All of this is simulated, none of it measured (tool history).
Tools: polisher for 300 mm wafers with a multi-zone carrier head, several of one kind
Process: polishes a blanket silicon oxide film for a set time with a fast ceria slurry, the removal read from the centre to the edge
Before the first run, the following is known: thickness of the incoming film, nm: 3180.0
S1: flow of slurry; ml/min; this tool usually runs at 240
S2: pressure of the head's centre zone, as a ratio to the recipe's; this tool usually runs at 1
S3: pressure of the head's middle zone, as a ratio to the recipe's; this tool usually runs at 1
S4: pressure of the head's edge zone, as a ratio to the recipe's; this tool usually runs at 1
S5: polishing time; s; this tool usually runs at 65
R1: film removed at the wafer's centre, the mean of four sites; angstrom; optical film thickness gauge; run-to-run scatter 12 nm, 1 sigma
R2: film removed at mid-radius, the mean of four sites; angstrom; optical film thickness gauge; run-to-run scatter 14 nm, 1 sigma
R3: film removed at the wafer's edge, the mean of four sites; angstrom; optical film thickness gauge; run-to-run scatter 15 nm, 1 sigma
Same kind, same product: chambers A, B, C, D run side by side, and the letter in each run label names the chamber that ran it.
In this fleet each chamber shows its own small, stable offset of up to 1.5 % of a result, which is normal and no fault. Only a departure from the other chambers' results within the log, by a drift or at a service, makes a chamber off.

run 1B day=0.212 | S1=240 S2=1 S3=1 S4=1 S5=65 | R1=11852 R2=12002 R3=11944
-- day=0.296 chamber B: worn pad replaced by a new one
run 2A day=0.383 | S1=240 S2=1 S3=1 S4=1 S5=65 | R1=11629 R2=11738 R3=11796
run 3D day=0.5 | S1=240 S2=1 S3=1 S4=1 S5=65 | R1=11919 R2=11906 R3=11890
run 4C day=0.65 | S1=240 S2=1 S3=1 S4=1 S5=65 | R1=11964 R2=12128 R3=12133
-- day=0.708 chamber A: worn pad replaced by a new one
run 5A day=0.775 | S1=240 S2=1 S3=1 S4=1 S5=65 | R1=11754 R2=11710 R3=11819
run 6D day=0.95 | S1=180 S2=1 S3=1 S4=1 S5=78 | R1=13581 R2=13733 R3=13570
run 7B day=1.171 | S1=180 S2=1 S3=1 S4=1 S5=78 | R1=13933 R2=13616 R3=13882
run 8C day=1.312 | S1=180 S2=1 S3=1 S4=1 S5=78 | R1=13572 R2=13789 R3=13860
run 9C day=1.562 | S1=180 S2=1 S3=1 S4=1 S5=78 | R1=13497 R2=13895 R3=14187
run 10A day=1.704 | S1=240 S2=1 S3=1 S4=1 S5=65 | R1=11608 R2=11400 R3=12097
run 11D day=1.971 | S1=240 S2=1 S3=1 S4=1 S5=65 | R1=11839 R2=11861 R3=11699
run 12B day=2.212 | S1=240 S2=1 S3=1 S4=1 S5=65 | R1=11693 R2=12033 R3=11804
run 13A day=2.333 | S1=240 S2=1 S3=1 S4=1 S5=65 | R1=11497 R2=11693 R3=12138
run 14D day=2.492 | S1=240 S2=1 S3=1 S4=1 S5=65 | R1=11870 R2=11662 R3=11712
-- day=2.504 chamber B: centre zone pressure recalibrated
-- day=2.604 chamber C: worn pad replaced by a new one
run 15B day=2.629 | S1=240 S2=1 S3=1 S4=1 S5=65 | R1=11967 R2=11917 R3=12105
-- day=2.683 chamber D: worn pad replaced by a new one
run 16C day=2.817 | S1=275 S2=1 S3=1 S4=0.92 S5=65 | R1=12103 R2=12026 R3=11278
run 17D day=2.95 | S1=275 S2=1 S3=1 S4=0.92 S5=65 | R1=12103 R2=12209 R3=11564
run 18A day=3.179 | S1=275 S2=1 S3=1 S4=0.92 S5=65 | R1=11633 R2=11842 R3=11512
run 19B day=3.388 | S1=275 S2=1 S3=1 S4=0.92 S5=65 | R1=11972 R2=12179 R3=11647
run 20C day=3.554 | S1=240 S2=1 S3=1 S4=1 S5=65 | R1=11868 R2=11903 R3=11766
run 21C day=3.812 | S1=240 S2=1 S3=1 S4=1 S5=65 | R1=11701 R2=12194 R3=12052
run 22D day=4.05 | S1=240 S2=1 S3=1 S4=1 S5=65 | R1=12029 R2=11899 R3=11761
run 23B day=4.167 | S1=240 S2=1 S3=1 S4=1 S5=65 | R1=11793 R2=11845 R3=12057
-- day=4.229 chamber B: slurry nozzle cleaned
run 24A day=4.388 | S1=240 S2=1 S3=1 S4=1 S5=65 | R1=11302 R2=11524 R3=11403
run 25A day=4.596 | S1=240 S2=1 S3=1 S4=1 S5=65 | R1=11312 R2=11633 R3=11701
run 26D day=4.842 | S1=240 S2=1 S3=1 S4=1 S5=65 | R1=11987 R2=11653 R3=11749
run 27B day=5.008 | S1=240 S2=1 S3=1 S4=1 S5=65 | R1=11915 R2=11808 R3=11937
run 28C day=5.158 | S1=240 S2=1 S3=1 S4=1 S5=65 | R1=11789 R2=11789 R3=12094
run 29A day=5.367 | S1=240 S2=1 S3=1 S4=1 S5=65 | R1=10994 R2=10987 R3=11471

Next, all 4 chambers run the settings below, one line each with question marks for the results. What does each chamber give?
run 30A day=5.558 | S1=240 S2=1 S3=1 S4=1.06 S5=65 | R1=? R2=? R3=?
run 30B day=5.558 | S1=240 S2=1 S3=1 S4=1.06 S5=65 | R1=? R2=? R3=?
run 30C day=5.558 | S1=240 S2=1 S3=1 S4=1.06 S5=65 | R1=? R2=? R3=?
run 30D day=5.558 | S1=240 S2=1 S3=1 S4=1.06 S5=65 | R1=? R2=? R3=?

run=30A R1=10921 R2=11071 R3=11591
run=30B R1=11649 R2=11951 R3=12108
run=30C R1=11846 R2=11885 R3=12344
run=30D R1=11874 R2=11995 R3=12017

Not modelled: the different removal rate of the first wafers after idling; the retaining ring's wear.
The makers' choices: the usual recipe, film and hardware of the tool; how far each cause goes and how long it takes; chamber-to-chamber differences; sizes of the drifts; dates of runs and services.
